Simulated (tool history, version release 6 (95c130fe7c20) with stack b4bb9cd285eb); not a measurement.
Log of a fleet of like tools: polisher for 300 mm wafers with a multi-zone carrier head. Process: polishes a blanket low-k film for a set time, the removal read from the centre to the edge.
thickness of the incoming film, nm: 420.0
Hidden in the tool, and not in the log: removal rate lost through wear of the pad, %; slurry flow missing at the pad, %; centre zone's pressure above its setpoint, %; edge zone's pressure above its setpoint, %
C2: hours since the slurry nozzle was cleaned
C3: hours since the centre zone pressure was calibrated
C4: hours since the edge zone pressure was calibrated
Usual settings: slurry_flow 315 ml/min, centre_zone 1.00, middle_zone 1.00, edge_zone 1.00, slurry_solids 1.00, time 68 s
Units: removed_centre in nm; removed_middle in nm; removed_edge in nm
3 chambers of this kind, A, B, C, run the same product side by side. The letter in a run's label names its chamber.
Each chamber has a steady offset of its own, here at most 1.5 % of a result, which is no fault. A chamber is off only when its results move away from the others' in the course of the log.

{"run": "1B", "hour": 5.8, "slurry_flow": 315, "centre_zone": 1.0, "middle_zone": 1.0, "edge_zone": 1.0, "slurry_solids": 1.0, "time": 68, "wafers polished on this pad": 566, "C2": 202.2, "C3": 26.2, "C4": 321.3, "removed_centre": 32.372, "removed_middle": 32.919, "removed_edge": 31.924}
{"hour": 11.8, "done": "chamber A: worn pad replaced by a new one"}
{"run": "2A", "hour": 13.2, "slurry_flow": 315, "centre_zone": 1.0, "middle_zone": 1.0, "edge_zone": 1.0, "slurry_solids": 1.0, "time": 68, "wafers polished on this pad": 15, "C2": 140.6, "C3": 284.5, "C4": 344.9, "removed_centre": 31.953, "removed_middle": 32.95, "removed_edge": 33.541}
{"run": "3C", "hour": 19.2, "slurry_flow": 315, "centre_zone": 1.0, "middle_zone": 1.0, "edge_zone": 1.0, "slurry_solids": 1.0, "time": 68, "wafers polished on this pad": 857, "C2": 280.4, "C3": 284.9, "C4": 457.8, "removed_centre": 32.924, "removed_middle": 33.126, "removed_edge": 32.492}
{"run": "4A", "hour": 24.0, "slurry_flow": 315, "centre_zone": 1.0, "middle_zone": 1.0, "edge_zone": 1.0, "slurry_solids": 1.0, "time": 68, "wafers polished on this pad": 130, "C2": 151.4, "C3": 295.3, "C4": 355.7, "removed_centre": 32.232, "removed_middle": 32.254, "removed_edge": 32.936}
{"run": "5C", "hour": 28.3, "slurry_flow": 315, "centre_zone": 1.0, "middle_zone": 1.0, "edge_zone": 1.0, "slurry_solids": 1.0, "time": 68, "wafers polished on this pad": 953, "C2": 289.5, "C3": 294.0, "C4": 466.9, "removed_centre": 32.625, "removed_middle": 33.167, "removed_edge": 32.331}
{"run": "6B", "hour": 32.2, "slurry_flow": 315, "centre_zone": 1.0, "middle_zone": 1.0, "edge_zone": 1.0, "slurry_solids": 1.0, "time": 68, "wafers polished on this pad": 846, "C2": 228.6, "C3": 52.6, "C4": 347.7, "removed_centre": 32.483, "removed_middle": 31.459, "removed_edge": 32.115}
{"run": "7C", "hour": 39.4, "slurry_flow": 315, "centre_zone": 1.0, "middle_zone": 1.0, "edge_zone": 1.08, "slurry_solids": 1.0, "time": 68, "wafers polished on this pad": 1071, "C2": 300.6, "C3": 305.1, "C4": 478.0, "removed_centre": 32.548, "removed_middle": 32.181, "removed_edge": 33.887}
{"run": "8B", "hour": 46.3, "slurry_flow": 315, "centre_zone": 1.0, "middle_zone": 1.0, "edge_zone": 1.08, "slurry_solids": 1.0, "time": 68, "wafers polished on this pad": 996, "C2": 242.7, "C3": 66.7, "C4": 361.8, "removed_centre": 32.212, "removed_middle": 31.896, "removed_edge": 33.431}
{"run": "9A", "hour": 49.8, "slurry_flow": 315, "centre_zone": 1.0, "middle_zone": 1.0, "edge_zone": 1.08, "slurry_solids": 1.0, "time": 68, "wafers polished on this pad": 403, "C2": 177.2, "C3": 321.1, "C4": 381.5, "removed_centre": 32.361, "removed_middle": 32.164, "removed_edge": 33.954}
{"hour": 50.3, "done": "chamber B: worn pad replaced by a new one"}
{"run": "10C", "hour": 56.7, "slurry_flow": 315, "centre_zone": 1.0, "middle_zone": 1.04, "edge_zone": 1.0, "slurry_solids": 1.15, "time": 68, "wafers polished on this pad": 1255, "C2": 317.9, "C3": 322.4, "C4": 495.3, "removed_centre": 34.968, "removed_middle": 35.917, "removed_edge": 34.719}
{"run": "11B", "hour": 60.2, "slurry_flow": 315, "centre_zone": 1.0, "middle_zone": 1.04, "edge_zone": 1.0, "slurry_solids": 1.15, "time": 68, "wafers polished on this pad": 105, "C2": 256.6, "C3": 80.6, "C4": 375.7, "removed_centre": 34.545, "removed_middle": 35.552, "removed_edge": 33.993}
{"run": "12A", "hour": 64.3, "slurry_flow": 315, "centre_zone": 1.0, "middle_zone": 1.04, "edge_zone": 1.0, "slurry_solids": 1.15, "time": 68, "wafers polished on this pad": 557, "C2": 191.7, "C3": 335.6, "C4": 396.0, "removed_centre": 34.097, "removed_middle": 36.006, "removed_edge": 34.377}
{"hour": 68.7, "done": "chamber C: worn pad replaced by a new one"}
{"run": "13B", "hour": 68.8, "slurry_flow": 315, "centre_zone": 1.0, "middle_zone": 1.0, "edge_zone": 1.0, "slurry_solids": 1.0, "time": 83, "wafers polished on this pad": 196, "C2": 265.2, "C3": 89.2, "C4": 384.3, "removed_centre": 39.006, "removed_middle": 39.327, "removed_edge": 39.132}
{"run": "14A", "hour": 73.5, "slurry_flow": 315, "centre_zone": 1.0, "middle_zone": 1.0, "edge_zone": 1.0, "slurry_solids": 1.0, "time": 83, "wafers polished on this pad": 655, "C2": 200.9, "C3": 344.8, "C4": 405.2, "removed_centre": 39.678, "removed_middle": 39.349, "removed_edge": 39.919}
{"run": "15C", "hour": 79.7, "slurry_flow": 315, "centre_zone": 1.0, "middle_zone": 1.0, "edge_zone": 1.0, "slurry_solids": 1.0, "time": 83, "wafers polished on this pad": 117, "C2": 340.9, "C3": 345.4, "C4": 518.3, "removed_centre": 39.364, "removed_middle": 40.352, "removed_edge": 40.582}
{"hour": 84.3, "done": "chamber A: centre zone pressure recalibrated"}
{"run": "16A", "hour": 84.6, "slurry_flow": 370, "centre_zone": 1.0, "middle_zone": 1.0, "edge_zone": 1.0, "slurry_solids": 1.0, "time": 68, "wafers polished on this pad": 772, "C2": 212.0, "C3": 0.3, "C4": 416.3, "removed_centre": 32.898, "removed_middle": 32.946, "removed_edge": 33.353}
{"run": "17C", "hour": 89.6, "slurry_flow": 370, "centre_zone": 1.0, "middle_zone": 1.0, "edge_zone": 1.0, "slurry_solids": 1.0, "time": 68, "wafers polished on this pad": 222, "C2": 350.8, "C3": 355.3, "C4": 528.2, "removed_centre": 33.213, "removed_middle": 33.321, "removed_edge": 33.138}
{"run": "18B", "hour": 94.3, "slurry_flow": 370, "centre_zone": 1.0, "middle_zone": 1.0, "edge_zone": 1.0, "slurry_solids": 1.0, "time": 68, "wafers polished on this pad": 467, "C2": 290.7, "C3": 114.7, "C4": 409.8, "removed_centre": 33.125, "removed_middle": 32.764, "removed_edge": 32.295}
{"run": "19B", "hour": 97.7, "slurry_flow": 315, "centre_zone": 1.0, "middle_zone": 1.0, "edge_zone": 1.0, "slurry_solids": 1.0, "time": 68, "wafers polished on this pad": 503, "C2": 294.1, "C3": 118.1, "C4": 413.2, "removed_centre": 32.603, "removed_middle": 32.259, "removed_edge": 32.29}
{"run": "20A", "hour": 105.0, "slurry_flow": 315, "centre_zone": 1.0, "middle_zone": 1.0, "edge_zone": 1.0, "slurry_solids": 1.0, "time": 68, "wafers polished on this pad": 989, "C2": 232.4, "C3": 20.7, "C4": 436.7, "removed_centre": 32.216, "removed_middle": 32.011, "removed_edge": 32.036}
{"run": "21C", "hour": 111.8, "slurry_flow": 315, "centre_zone": 1.0, "middle_zone": 1.0, "edge_zone": 1.0, "slurry_solids": 1.0, "time": 68, "wafers polished on this pad": 457, "C2": 373.0, "C3": 377.5, "C4": 550.4, "removed_centre": 32.897, "removed_middle": 32.156, "removed_edge": 32.505}
{"hour": 115.1, "done": "chamber A: worn pad replaced by a new one"}
{"run": "22A", "hour": 116.0, "slurry_flow": 315, "centre_zone": 1.0, "middle_zone": 1.05, "edge_zone": 1.0, "slurry_solids": 1.0, "time": 68, "wafers polished on this pad": 9, "C2": 243.4, "C3": 31.7, "C4": 447.7, "removed_centre": 32.501, "removed_middle": 34.091, "removed_edge": 31.965}
{"run": "23B", "hour": 123.4, "slurry_flow": 315, "centre_zone": 1.0, "middle_zone": 1.05, "edge_zone": 1.0, "slurry_solids": 1.0, "time": 68, "wafers polished on this pad": 775, "C2": 319.8, "C3": 143.8, "C4": 438.9, "removed_centre": 32.142, "removed_middle": 33.134, "removed_edge": 31.599}
{"hour": 126.9, "done": "chamber C: centre zone pressure recalibrated"}
{"run": "24C", "hour": 126.9, "slurry_flow": 315, "centre_zone": 1.0, "middle_zone": 1.05, "edge_zone": 1.0, "slurry_solids": 1.0, "time": 68, "wafers polished on this pad": 618, "C2": 388.1, "C3": 0.1, "C4": 565.5, "removed_centre": 34.244, "removed_middle": 33.79, "removed_edge": 32.701}
{"hour": 127.4, "done": "chamber B: edge zone pressure recalibrated"}
{"run": "25A", "hour": 134.3, "slurry_flow": 315, "centre_zone": 1.0, "middle_zone": 1.0, "edge_zone": 1.0, "slurry_solids": 1.0, "time": 68, "wafers polished on this pad": 204, "C2": 261.7, "C3": 50.0, "C4": 466.0, "removed_centre": 32.775, "removed_middle": 31.986, "removed_edge": 32.778}
{"run": "26C", "hour": 140.7, "slurry_flow": 315, "centre_zone": 1.0, "middle_zone": 1.0, "edge_zone": 1.0, "slurry_solids": 1.0, "time": 68, "wafers polished on this pad": 764, "C2": 401.9, "C3": 13.9, "C4": 579.3, "removed_centre": 34.383, "removed_middle": 31.997, "removed_edge": 32.571}
{"hour": 143.2, "done": "chamber B: slurry nozzle cleaned"}
{"run": "27B", "hour": 148.1, "slurry_flow": 315, "centre_zone": 1.0, "middle_zone": 1.0, "edge_zone": 1.0, "slurry_solids": 1.0, "time": 68, "wafers polished on this pad": 1037, "C2": 5.0, "C3": 168.5, "C4": 20.7, "removed_centre": 32.488, "removed_middle": 31.985, "removed_edge": 32.105}
{"run": "28C", "hour": 155.7, "slurry_flow": 315, "centre_zone": 1.0, "middle_zone": 1.0, "edge_zone": 1.0, "slurry_solids": 1.0, "time": 68, "wafers polished on this pad": 923, "C2": 416.9, "C3": 28.9, "C4": 594.3, "removed_centre": 34.652, "removed_middle": 32.436, "removed_edge": 31.988}
{"run": "29B", "hour": 162.4, "slurry_flow": 315, "centre_zone": 1.0, "middle_zone": 1.0, "edge_zone": 1.0, "slurry_solids": 1.0, "time": 68, "wafers polished on this pad": 1189, "C2": 19.3, "C3": 182.8, "C4": 35.0, "removed_centre": 32.16, "removed_middle": 32.244, "removed_edge": 32.85}
{"run": "30A", "hour": 166.9, "slurry_flow": 315, "centre_zone": 1.0, "middle_zone": 1.0, "edge_zone": 1.0, "slurry_solids": 1.0, "time": 68, "wafers polished on this pad": 549, "C2": 294.3, "C3": 82.6, "C4": 498.6, "removed_centre": 32.324, "removed_middle": 32.433, "removed_edge": 33.142}
{"hour": 170.5, "done": "chamber B: worn pad replaced by a new one"}
{"run": "31A", "hour": 173.5, "slurry_flow": 315, "centre_zone": 1.0, "middle_zone": 1.0, "edge_zone": 1.0, "slurry_solids": 1.0, "time": 68, "wafers polished on this pad": 620, "C2": 300.9, "C3": 89.2, "C4": 505.2, "removed_centre": 31.961, "removed_middle": 32.988, "removed_edge": 32.409}
{"run": "32B", "hour": 181.0, "slurry_flow": 315, "centre_zone": 1.0, "middle_zone": 1.0, "edge_zone": 1.0, "slurry_solids": 1.0, "time": 68, "wafers polished on this pad": 112, "C2": 37.9, "C3": 201.4, "C4": 53.6, "removed_centre": 31.876, "removed_middle": 32.051, "removed_edge": 31.922}
{"run": "33C", "hour": 186.0, "slurry_flow": 315, "centre_zone": 1.0, "middle_zone": 1.0, "edge_zone": 1.0, "slurry_solids": 1.0, "time": 68, "wafers polished on this pad": 1245, "C2": 447.2, "C3": 59.2, "C4": 624.6, "removed_centre": 33.805, "removed_middle": 32.726, "removed_edge": 32.208}
{"run": "34B", "hour": 189.4, "slurry_flow": 315, "centre_zone": 0.89, "middle_zone": 1.0, "edge_zone": 1.0, "slurry_solids": 1.0, "time": 50, "wafers polished on this pad": 201, "C2": 46.3, "C3": 209.8, "C4": 62.0, "removed_centre": 20.852, "removed_middle": 23.747, "removed_edge": 23.945}
{"run": "35A", "hour": 194.9, "slurry_flow": 315, "centre_zone": 0.89, "middle_zone": 1.0, "edge_zone": 1.0, "slurry_solids": 1.0, "time": 50, "wafers polished on this pad": 847, "C2": 322.3, "C3": 110.6, "C4": 526.6, "removed_centre": 20.571, "removed_middle": 23.99, "removed_edge": 23.933}
{"run": "36C", "hour": 199.2, "slurry_flow": 315, "centre_zone": 0.89, "middle_zone": 1.0, "edge_zone": 1.0, "slurry_solids": 1.0, "time": 50, "wafers polished on this pad": 1385, "C2": 460.4, "C3": 72.4, "C4": 637.8, "removed_centre": 22.314, "removed_middle": 24.019, "removed_edge": 24.32}
{"run": "37B", "hour": 203.5, "slurry_flow": 315, "centre_zone": 1.0, "middle_zone": 1.0, "edge_zone": 1.0, "slurry_solids": 1.0, "time": 68, "wafers polished on this pad": 350, "C2": 60.4, "C3": 223.9, "C4": 76.1, "removed_centre": 32.549, "removed_middle": 32.012, "removed_edge": 33.259}
{"run": "38A", "hour": 211.0, "slurry_flow": 315, "centre_zone": 1.0, "middle_zone": 1.0, "edge_zone": 1.0, "slurry_solids": 1.0, "time": 68, "wafers polished on this pad": 1017, "C2": 338.4, "C3": 126.7, "C4": 542.7, "removed_centre": 32.432, "removed_middle": 31.98, "removed_edge": 32.165}

Is one chamber off against the others, does the gauge drift, or is nothing wrong? If a chamber is off, say which, and what the likeliest cause is.

A service left chamber C off against the others.
Cause: centre zone's pressure above its setpoint, % = 5.06.

Here are 4 candidates for chamber C's next run, each the usual settings with a change, their results left as question marks. Which one brings its results back in line with what the others give on the usual settings?
In line means no further than this from the other chambers' mean on the usual settings: removed_centre 0.900 nm; removed_middle 1.500 nm; removed_edge 1.400 nm
{"run": "39C-1", "hour": 216.4, "slurry_flow": 320, "centre_zone": 1.09, "middle_zone": 1.0, "edge_zone": 0.96, "slurry_solids": 1.0, "time": 69, "removed_centre": "?", "removed_middle": "?", "removed_edge": "?"}
{"run": "39C-2", "hour": 216.4, "slurry_flow": 320, "centre_zone": 1.05, "middle_zone": 1.0, "edge_zone": 0.98, "slurry_solids": 1.0, "time": 69, "removed_centre": "?", "removed_middle": "?", "removed_edge": "?"}
{"run": "39C-3", "hour": 216.4, "slurry_flow": 310, "centre_zone": 0.95, "middle_zone": 1.0, "edge_zone": 1.02, "slurry_solids": 1.0, "time": 67, "removed_centre": "?", "removed_middle": "?", "removed_edge": "?"}
{"run": "39C-4", "hour": 216.4, "slurry_flow": 310, "centre_zone": 0.91, "middle_zone": 1.0, "edge_zone": 1.04, "slurry_solids": 1.0, "time": 67, "removed_centre": "?", "removed_middle": "?", "removed_edge": "?"}

The other chambers' mean on the usual settings: removed_centre 32.242 nm; removed_middle 32.278 nm; removed_edge 32.485 nm
run=39C-1 removed_centre=38.283 removed_middle=33.079 removed_edge=32.404
run=39C-2 removed_centre=36.778 removed_middle=33.086 removed_edge=32.752
run=39C-3 removed_centre=31.954 removed_middle=32.049 removed_edge=32.403
run=39C-4 removed_centre=30.497 removed_middle=32.056 removed_edge=32.738
39C-3 brings the chamber back in line.
